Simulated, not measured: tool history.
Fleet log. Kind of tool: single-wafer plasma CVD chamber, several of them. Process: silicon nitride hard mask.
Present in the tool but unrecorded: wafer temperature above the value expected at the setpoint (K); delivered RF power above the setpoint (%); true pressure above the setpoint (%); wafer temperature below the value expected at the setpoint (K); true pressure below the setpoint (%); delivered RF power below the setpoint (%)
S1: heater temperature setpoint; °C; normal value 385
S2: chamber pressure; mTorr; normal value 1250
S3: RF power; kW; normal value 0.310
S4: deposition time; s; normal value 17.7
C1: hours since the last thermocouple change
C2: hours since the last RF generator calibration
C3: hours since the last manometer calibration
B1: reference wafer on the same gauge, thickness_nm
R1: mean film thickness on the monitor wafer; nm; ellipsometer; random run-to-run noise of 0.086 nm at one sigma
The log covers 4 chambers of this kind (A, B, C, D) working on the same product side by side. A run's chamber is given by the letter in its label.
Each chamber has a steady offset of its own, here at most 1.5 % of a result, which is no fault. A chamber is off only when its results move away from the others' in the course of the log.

run 1D hour=12.8 | S1=385 S2=1250 S3=0.310 S4=17.7 | C1=354.5 C2=1332.8 C3=1874.5 | B1=21.895 | R1=19.390
run 2A hour=22.2 | S1=385 S2=1250 S3=0.310 S4=17.7 | C1=1346.2 C2=698.7 C3=411.2 | B1=21.890 | R1=19.420
run 3B hour=31.8 | S1=385 S2=1250 S3=0.310 S4=17.7 | C1=359.7 C2=534.2 C3=1040.3 | B1=21.904 | R1=19.678
run 4C hour=44.9 | S1=385 S2=1250 S3=0.310 S4=17.7 | C1=925.6 C2=635.1 C3=476.5 | B1=21.886 | R1=19.576
run 5B hour=57.1 | S1=385 S2=1250 S3=0.310 S4=17.7 | C1=385.0 C2=559.5 C3=1065.6 | B1=21.897 | R1=19.814
run 6C hour=67.5 | S1=385 S2=1250 S3=0.310 S4=17.7 | C1=948.2 C2=657.7 C3=499.1 | B1=21.883 | R1=19.660
run 7D hour=76.6 | S1=385 S2=1250 S3=0.310 S4=17.7 | C1=418.3 C2=1396.6 C3=1938.3 | B1=21.905 | R1=19.483
run 8A hour=89.0 | S1=385 S2=1250 S3=0.310 S4=17.7 | C1=1413.0 C2=765.5 C3=478.0 | B1=21.877 | R1=19.464
run 9B hour=96.3 | S1=385 S2=1250 S3=0.310 S4=17.7 | C1=424.2 C2=598.7 C3=1104.8 | B1=21.909 | R1=19.790
run 10D hour=110.5 | S1=385 S2=1250 S3=0.310 S4=17.7 | C1=452.2 C2=1430.5 C3=1972.2 | B1=21.905 | R1=19.332
run 11A hour=118.6 | S1=385 S2=1250 S3=0.310 S4=17.7 | C1=1442.6 C2=795.1 C3=507.6 | B1=21.890 | R1=19.662
run 12C hour=131.1 | S1=385 S2=1250 S3=0.310 S4=17.7 | C1=1011.8 C2=721.3 C3=562.7 | B1=21.902 | R1=19.598
run 13A hour=147.0 | S1=385 S2=1250 S3=0.310 S4=17.7 | C1=1471.0 C2=823.5 C3=536.0 | B1=21.893 | R1=19.484
run 14C hour=159.0 | S1=385 S2=1250 S3=0.310 S4=17.7 | C1=1039.7 C2=749.2 C3=590.6 | B1=21.884 | R1=19.651
run 15B hour=172.5 | S1=385 S2=1250 S3=0.310 S4=17.7 | C1=500.4 C2=674.9 C3=1181.0 | B1=21.885 | R1=19.734
run 16D hour=184.8 | S1=385 S2=1250 S3=0.310 S4=17.7 | C1=526.5 C2=1504.8 C3=2046.5 | B1=21.888 | R1=19.571
run 17C hour=192.2 | S1=385 S2=1250 S3=0.310 S4=17.7 | C1=1072.9 C2=782.4 C3=623.8 | B1=21.897 | R1=19.622
run 18A hour=202.9 | S1=385 S2=1250 S3=0.310 S4=17.7 | C1=1526.9 C2=879.4 C3=591.9 | B1=21.897 | R1=19.424
run 19D hour=216.2 | S1=385 S2=1250 S3=0.310 S4=17.7 | C1=557.9 C2=1536.2 C3=2077.9 | B1=21.877 | R1=19.396
run 20B hour=231.7 | S1=385 S2=1250 S3=0.310 S4=17.7 | C1=559.6 C2=734.1 C3=1240.2 | B1=21.891 | R1=19.829
run 21D hour=240.1 | S1=385 S2=1250 S3=0.310 S4=17.7 | C1=581.8 C2=1560.1 C3=2101.8 | B1=21.895 | R1=19.455
run 22B hour=255.6 | S1=385 S2=1250 S3=0.310 S4=17.7 | C1=583.5 C2=758.0 C3=1264.1 | B1=21.911 | R1=19.702
run 23A hour=267.0 | S1=385 S2=1250 S3=0.310 S4=17.7 | C1=1591.0 C2=943.5 C3=656.0 | B1=21.941 | R1=19.499
run 24C hour=282.9 | S1=385 S2=1250 S3=0.310 S4=17.7 | C1=1163.6 C2=873.1 C3=714.5 | B1=21.898 | R1=19.470
run 25B hour=294.7 | S1=385 S2=1250 S3=0.310 S4=17.7 | C1=622.6 C2=797.1 C3=1303.2 | B1=21.915 | R1=19.610
run 26D hour=305.6 | S1=385 S2=1250 S3=0.310 S4=17.7 | C1=647.3 C2=1625.6 C3=2167.3 | B1=21.877 | R1=19.647
run 27C hour=315.9 | S1=385 S2=1400 S3=0.360 S4=17.7 | C1=1196.6 C2=906.1 C3=747.5 | B1=21.901 | R1=22.278
run 28A hour=323.5 | S1=385 S2=1400 S3=0.360 S4=17.7 | C1=1647.5 C2=1000.0 C3=712.5 | B1=21.866 | R1=22.323
run 29B hour=338.6 | S1=385 S2=1400 S3=0.360 S4=17.7 | C1=666.5 C2=841.0 C3=1347.1 | B1=21.910 | R1=22.391
run 30C hour=348.0 | S1=385 S2=1400 S3=0.360 S4=17.7 | C1=1228.7 C2=938.2 C3=779.6 | B1=21.891 | R1=22.360
run 31D hour=363.4 | S1=385 S2=1250 S3=0.310 S4=17.7 | C1=705.1 C2=1683.4 C3=2225.1 | B1=21.898 | R1=19.449
run 32A hour=373.6 | S1=385 S2=1250 S3=0.310 S4=17.7 | C1=1697.6 C2=1050.1 C3=762.6 | B1=21.920 | R1=19.487
run 33B hour=380.9 | S1=385 S2=1250 S3=0.310 S4=17.7 | C1=708.8 C2=883.3 C3=1389.4 | B1=21.931 | R1=19.682
run 34C hour=394.9 | S1=385 S2=1250 S3=0.310 S4=17.7 | C1=1275.6 C2=985.1 C3=826.5 | B1=21.897 | R1=19.540

Which is it: a chamber that has drifted or been left off by a service, a gauge drift common to all chambers, or only each chamber's usual small offset? If a chamber is off, name it and its likeliest cause.

Neither any chamber nor the gauge drifts; the chambers differ only by their own small, steady offsets.
